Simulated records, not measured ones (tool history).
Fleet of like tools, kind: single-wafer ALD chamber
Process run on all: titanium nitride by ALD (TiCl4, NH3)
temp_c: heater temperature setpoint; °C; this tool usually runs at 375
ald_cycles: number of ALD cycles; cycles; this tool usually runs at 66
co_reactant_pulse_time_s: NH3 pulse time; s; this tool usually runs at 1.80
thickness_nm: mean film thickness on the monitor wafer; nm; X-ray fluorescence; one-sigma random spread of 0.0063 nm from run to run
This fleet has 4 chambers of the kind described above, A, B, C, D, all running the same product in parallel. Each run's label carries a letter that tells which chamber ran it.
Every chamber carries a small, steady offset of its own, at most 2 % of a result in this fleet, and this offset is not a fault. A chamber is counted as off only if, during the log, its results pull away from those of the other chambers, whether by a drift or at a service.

run,day,temp_c,ald_cycles,co_reactant_pulse_time_s,"read-back reference wafer on the same gauge, thickness_nm",thickness_nm
1A,0.262,375,66,1.80,1.5498,1.4289
2B,0.546,375,66,1.80,1.5494,1.3843
3D,0.833,375,66,1.80,1.5513,1.4229
4C,1.129,375,66,1.80,1.5502,1.3996
5D,1.454,375,66,1.80,1.5499,1.4128
6A,1.808,375,66,1.80,1.5509,1.4234
7C,2.217,375,66,1.80,1.5500,1.4144
8B,2.596,375,66,1.80,1.5494,1.3839
9C,2.929,375,66,1.80,1.5491,1.4107
10A,3.117,375,66,1.80,1.5509,1.4311
11D,3.462,375,66,1.80,1.5509,1.4239
12B,3.662,375,71,1.41,1.5493,1.4644
13C,3.875,375,71,1.41,1.5495,1.4850
14A,4.208,375,71,1.41,1.5496,1.5186
15B,4.450,375,71,1.41,1.5507,1.4671
16D,4.808,368,66,1.80,1.5517,1.4071
17C,5.083,368,66,1.80,1.5495,1.3883
18D,5.329,368,66,1.80,1.5507,1.4042
19A,5.508,368,66,1.80,1.5492,1.3993
20B,5.892,375,66,1.80,1.5493,1.3804
21A,6.296,375,66,1.80,1.5497,1.4277
22B,6.662,383,55,1.80,1.5499,1.1721
23C,6.892,383,55,1.80,1.5503,1.1863
24D,7.292,383,55,1.80,1.5500,1.1896
25A,7.650,383,55,1.80,1.5487,1.1977
26D,7.842,375,66,1.80,1.5503,1.4197
27C,8.246,375,66,1.80,1.5482,1.4236
28B,8.558,375,66,1.80,1.5504,1.3912
29A,8.912,375,66,1.80,1.5490,1.4132
30D,9.296,375,66,1.80,1.5503,1.4258
31C,9.504,375,66,1.80,1.5502,1.4081
32B,9.892,375,66,1.80,1.5493,1.3942
33D,10.088,375,66,1.80,1.5505,1.4134
34C,10.383,375,66,1.80,1.5499,1.4048
35A,10.721,363,66,1.80,1.5507,1.3954
36B,10.988,363,66,1.80,1.5500,1.3528
37D,11.221,363,66,1.80,1.5501,1.3718
38B,11.500,363,66,1.80,1.5496,1.3645
39A,11.683,375,66,1.80,1.5496,1.4185
40C,11.879,375,66,1.80,1.5499,1.4082
41B,12.142,375,66,1.80,1.5501,1.3820

Decide between three cases: one chamber stands off from its peers, the gauge reading all wafers drifts, or nothing is wrong past each chamber's small offset. Where a chamber is off, say which and what most likely put it there.

No chamber is off and the gauge is stable; the differences are just each chamber's small, constant offset.
